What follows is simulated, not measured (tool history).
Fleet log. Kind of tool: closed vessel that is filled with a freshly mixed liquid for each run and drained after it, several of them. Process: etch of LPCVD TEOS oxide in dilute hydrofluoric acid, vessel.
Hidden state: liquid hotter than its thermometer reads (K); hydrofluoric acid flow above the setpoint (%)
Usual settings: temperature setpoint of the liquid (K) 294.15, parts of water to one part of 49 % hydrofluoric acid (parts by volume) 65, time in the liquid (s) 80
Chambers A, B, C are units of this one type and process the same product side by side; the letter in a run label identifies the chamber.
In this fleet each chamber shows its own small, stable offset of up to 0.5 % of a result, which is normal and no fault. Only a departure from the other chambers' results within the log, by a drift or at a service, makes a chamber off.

run   hour  temperature setpoint of the liquid (K)  parts of water to one part of 49 % hydrofluoric acid (parts by volume)  time in the liquid (s)  hours since the thermometer was replaced  hours since the hydrofluoric acid flow meter was replaced  read-back film thickness of the LPCVD TEOS oxide reference wafer, read on the same gauge (nm)  thickness taken off the LPCVD TEOS oxide on a monitor wafer (angstrom)
 1C    5.3                                  294.15                                                                      65                      80                                     874.4                                                     1612.5                                                                                         150.01                                                                  212.58
 2A    9.1                                  294.15                                                                      65                      80                                     110.5                                                      110.7                                                                                         150.04                                                                  208.22
 3B   12.8                                  294.15                                                                      65                      80                                     912.1                                                      291.8                                                                                         150.03                                                                  209.52
 4C   19.4                                  294.15                                                                      65                      80                                     888.5                                                     1626.6                                                                                         149.99                                                                  213.01
 5A   27.4                                  294.15                                                                      65                      80                                     128.8                                                        129                                                                                         150.05                                                                  209.48
 6B   33.8                                  294.15                                                                      65                      80                                     933.1                                                      312.8                                                                                         150.02                                                                  207.87
 7B   38.1                                  294.15                                                                      65                      80                                     937.4                                                      317.1                                                                                         150.04                                                                  209.33
 8A   44.4                                  294.15                                                                      65                      80                                     145.8                                                        146                                                                                         149.95                                                                  208.59
 9C   52.2                                  294.15                                                                      65                      80                                     921.3                                                     1659.4                                                                                         150.01                                                                  209.98
10A   57.2                                  294.15                                                                      65                      80                                     158.6                                                      158.8                                                                                         149.97                                                                  208.77
11B   65.2                                  294.15                                                                      65                      80                                     964.5                                                      344.2                                                                                         149.99                                                                   206.3
12C   71.1                                  291.65                                                                      65                      80                                     940.2                                                     1678.3                                                                                         149.98                                                                  187.24
        75  -- chamber C: hydrofluoric acid flow meter replaced
13A   79.2                                  291.65                                                                      65                      80                                     180.6                                                      180.8                                                                                         149.96                                                                  188.27
14B   87.2                                  291.65                                                                      65                      80                                     986.5                                                      366.2                                                                                         150.02                                                                  189.69
15C   91.2                                  294.15                                                                      65                      80                                     960.3                                                       16.2                                                                                            150                                                                  209.98
16A   95.1                                  294.15                                                                      65                      80                                     196.5                                                      196.7                                                                                         149.99                                                                   209.8
17C   99.5                                  292.65                                                                      80                      80                                     968.6                                                       24.5                                                                                         150.02                                                                  159.52
18B  104.7                                  292.65                                                                      80                      80                                      1004                                                      383.7                                                                                         149.99                                                                  157.47
19B  108.9                                  292.65                                                                      80                      80                                    1008.2                                                      387.9                                                                                         150.03                                                                  157.89
20A  114.5                                  294.15                                                                      65                      80                                     215.9                                                      216.1                                                                                         149.98                                                                  210.41
21C  122.7                                  294.15                                                                      65                      80                                     991.8                                                       47.7                                                                                         150.04                                                                  211.85
22B  127.6                                  294.15                                                                      65                      80                                    1026.9                                                      406.6                                                                                         149.97                                                                  210.14
23A  132.5                                  294.15                                                                      65                      80                                     233.9                                                      234.1                                                                                         150.01                                                                  211.96
24C    139                                  294.15                                                                      65                      80                                    1008.1                                                         64                                                                                            150                                                                  214.27
25B  144.7                                  294.15                                                                      65                      80                                      1044                                                      423.7                                                                                         150.02                                                                  210.99
26A  150.7                                  294.15                                                                      65                      80                                     252.1                                                      252.3                                                                                         149.99                                                                  208.39
27C  155.7                                  294.15                                                                      80                      80                                    1024.8                                                       80.7                                                                                         149.99                                                                  173.43
28A  162.8                                  294.15                                                                      80                      80                                     264.2                                                      264.4                                                                                         149.98                                                                  168.86
29B  168.2                                  294.15                                                                      80                      80                                    1067.5                                                      447.2                                                                                         149.94                                                                  166.11
30C  173.4                                  296.65                                                                      65                      80                                    1042.5                                                       98.4                                                                                            150                                                                  239.78
31C  181.1                                  296.65                                                                      65                      80                                    1050.2                                                      106.1                                                                                         150.06                                                                  241.92
32A  187.5                                  296.65                                                                      65                      80                                     288.9                                                      289.1                                                                                         150.04                                                                  233.21
33B    192                                  294.15                                                                      65                      80                                    1091.3                                                        471                                                                                         149.99                                                                  212.71
34A  197.5                                  294.15                                                                      65                      80                                     298.9                                                      299.1                                                                                         149.97                                                                  207.75
35C  203.4                                  294.15                                                                      45                      40                                    1072.5                                                      128.4                                                                                         149.98                                                                  165.86
36B  211.1                                  294.15                                                                      45                      40                                    1110.4                                                      490.1                                                                                         150.01                                                                  156.93
37A    217                                  294.15                                                                      45                      40                                     318.4                                                      318.6                                                                                         149.97                                                                  153.11
38B  222.7                                  294.15                                                                      50                      45                                      1122                                                      501.7                                                                                         149.96                                                                  157.41
39C    227                                  294.15                                                                      50                      45                                    1096.1                                                        152                                                                                         150.03                                                                  169.12
40A  234.7                                  294.15                                                                      50                      45                                     336.1                                                      336.3                                                                                         149.97                                                                  153.11
41B  241.5                                  294.15                                                                      65                      80                                    1140.8                                                      520.5                                                                                         150.02                                                                  211.07
42C  246.1                                  294.15                                                                      65                      80                                    1115.2                                                      171.1                                                                                         150.03                                                                  228.34
43C  249.8                                  294.15                                                                      65                      80                                    1118.9                                                      174.8                                                                                         150.05                                                                  230.52
44B  255.2                                  294.15                                                                      65                      80                                    1154.5                                                      534.2                                                                                         149.98                                                                  210.14

Predict what each chamber gives when all 3 of them run the settings below next.
45A  261.2                                  294.15                                                                      95                      80                                                                                                                                                                                                                                                                           ?
45B  261.2                                  294.15                                                                      95                      80                                                                                                                                                                                                                                                                           ?
45C  261.2                                  294.15                                                                      95                      80                                                                                                                                                                                                                                                                           ?

run  thickness taken off the LPCVD TEOS oxide on a monitor wafer (angstrom)
45A                                                                   139.1
45B                                                                  136.17
45C                                                                  150.81
